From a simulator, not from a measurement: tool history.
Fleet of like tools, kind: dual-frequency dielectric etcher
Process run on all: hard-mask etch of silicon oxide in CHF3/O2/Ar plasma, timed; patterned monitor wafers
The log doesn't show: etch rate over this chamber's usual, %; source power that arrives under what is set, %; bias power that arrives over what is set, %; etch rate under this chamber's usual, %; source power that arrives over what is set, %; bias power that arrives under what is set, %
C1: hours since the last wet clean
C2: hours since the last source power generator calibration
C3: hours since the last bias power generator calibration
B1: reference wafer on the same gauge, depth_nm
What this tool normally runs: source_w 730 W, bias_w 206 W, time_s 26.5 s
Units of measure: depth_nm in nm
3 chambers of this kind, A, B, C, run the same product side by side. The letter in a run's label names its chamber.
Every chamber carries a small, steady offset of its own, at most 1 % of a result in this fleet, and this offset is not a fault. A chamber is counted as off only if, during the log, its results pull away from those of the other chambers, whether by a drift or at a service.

run 1A hour=9.3 | source_w=730 bias_w=206 time_s=26.5 | C1=248.7 C2=40.8 C3=1760.6 | B1=55.008 | depth_nm=58.654
run 2C hour=18.9 | source_w=730 bias_w=206 time_s=26.5 | C1=558 C2=2469.5 C3=2185.4 | B1=54.978 | depth_nm=59.287
run 3B hour=33.7 | source_w=730 bias_w=206 time_s=26.5 | C1=220.7 C2=5075.9 C3=1978.5 | B1=54.946 | depth_nm=59.28
run 4B hour=47.3 | source_w=730 bias_w=206 time_s=26.5 | C1=234.3 C2=5089.5 C3=1992.1 | B1=54.95 | depth_nm=59.415
run 5C hour=55.9 | source_w=820 bias_w=168 time_s=26.5 | C1=595 C2=2506.5 C3=2222.4 | B1=54.917 | depth_nm=58.215
run 6A hour=64.5 | source_w=820 bias_w=168 time_s=26.5 | C1=303.9 C2=96 C3=1815.8 | B1=54.915 | depth_nm=57.181
run 7C hour=80.6 | source_w=820 bias_w=168 time_s=26.5 | C1=619.7 C2=2531.2 C3=2247.1 | B1=54.899 | depth_nm=57.969
run 8B hour=89.5 | source_w=730 bias_w=206 time_s=26.5 | C1=276.5 C2=5131.7 C3=2034.3 | B1=54.868 | depth_nm=59.204
run 9A hour=102.9 | source_w=730 bias_w=206 time_s=26.5 | C1=342.3 C2=134.4 C3=1854.2 | B1=54.834 | depth_nm=58.479
-- hour=108.2 chamber C: wet clean of the chamber
run 10B hour=109.9 | source_w=730 bias_w=206 time_s=26.5 | C1=296.9 C2=5152.1 C3=2054.7 | B1=54.865 | depth_nm=59.059
run 11C hour=125.5 | source_w=730 bias_w=206 time_s=26.5 | C1=17.3 C2=2576.1 C3=2292 | B1=54.818 | depth_nm=59.233
run 12A hour=135.6 | source_w=730 bias_w=206 time_s=26.5 | C1=375 C2=167.1 C3=1886.9 | B1=54.797 | depth_nm=58.357
run 13B hour=146.6 | source_w=730 bias_w=206 time_s=26.5 | C1=333.6 C2=5188.8 C3=2091.4 | B1=54.788 | depth_nm=59.066
run 14A hour=161.8 | source_w=730 bias_w=206 time_s=26.5 | C1=401.2 C2=193.3 C3=1913.1 | B1=54.758 | depth_nm=58.331
-- hour=168.5 chamber B: source power generator calibrated
run 15C hour=170.8 | source_w=620 bias_w=177 time_s=26.5 | C1=62.6 C2=2621.4 C3=2337.3 | B1=54.772 | depth_nm=52.682
run 16A hour=180.6 | source_w=620 bias_w=177 time_s=26.5 | C1=420 C2=212.1 C3=1931.9 | B1=54.752 | depth_nm=51.934
run 17B hour=188.8 | source_w=620 bias_w=177 time_s=26.5 | C1=375.8 C2=20.4 C3=2133.6 | B1=54.717 | depth_nm=52.736
run 18C hour=199.8 | source_w=730 bias_w=206 time_s=26.5 | C1=91.6 C2=2650.4 C3=2366.3 | B1=54.731 | depth_nm=59.112
run 19B hour=210.8 | source_w=730 bias_w=206 time_s=26.5 | C1=397.8 C2=42.4 C3=2155.6 | B1=54.683 | depth_nm=59.06
run 20A hour=218.9 | source_w=730 bias_w=206 time_s=26.5 | C1=458.3 C2=250.4 C3=1970.2 | B1=54.704 | depth_nm=58.295
run 21C hour=230.5 | source_w=730 bias_w=206 time_s=26.5 | C1=122.3 C2=2681.1 C3=2397 | B1=54.691 | depth_nm=59.156

Which is it: a chamber that has drifted or been left off by a service, a gauge drift common to all chambers, or only each chamber's usual small offset? If a chamber is off, name it and its likeliest cause.

No chamber is off; the gauge reading every chamber's wafers drifts, which makes the whole fleet appear to move together.
Most likely cause: gauge reads low (%) = 0.611.

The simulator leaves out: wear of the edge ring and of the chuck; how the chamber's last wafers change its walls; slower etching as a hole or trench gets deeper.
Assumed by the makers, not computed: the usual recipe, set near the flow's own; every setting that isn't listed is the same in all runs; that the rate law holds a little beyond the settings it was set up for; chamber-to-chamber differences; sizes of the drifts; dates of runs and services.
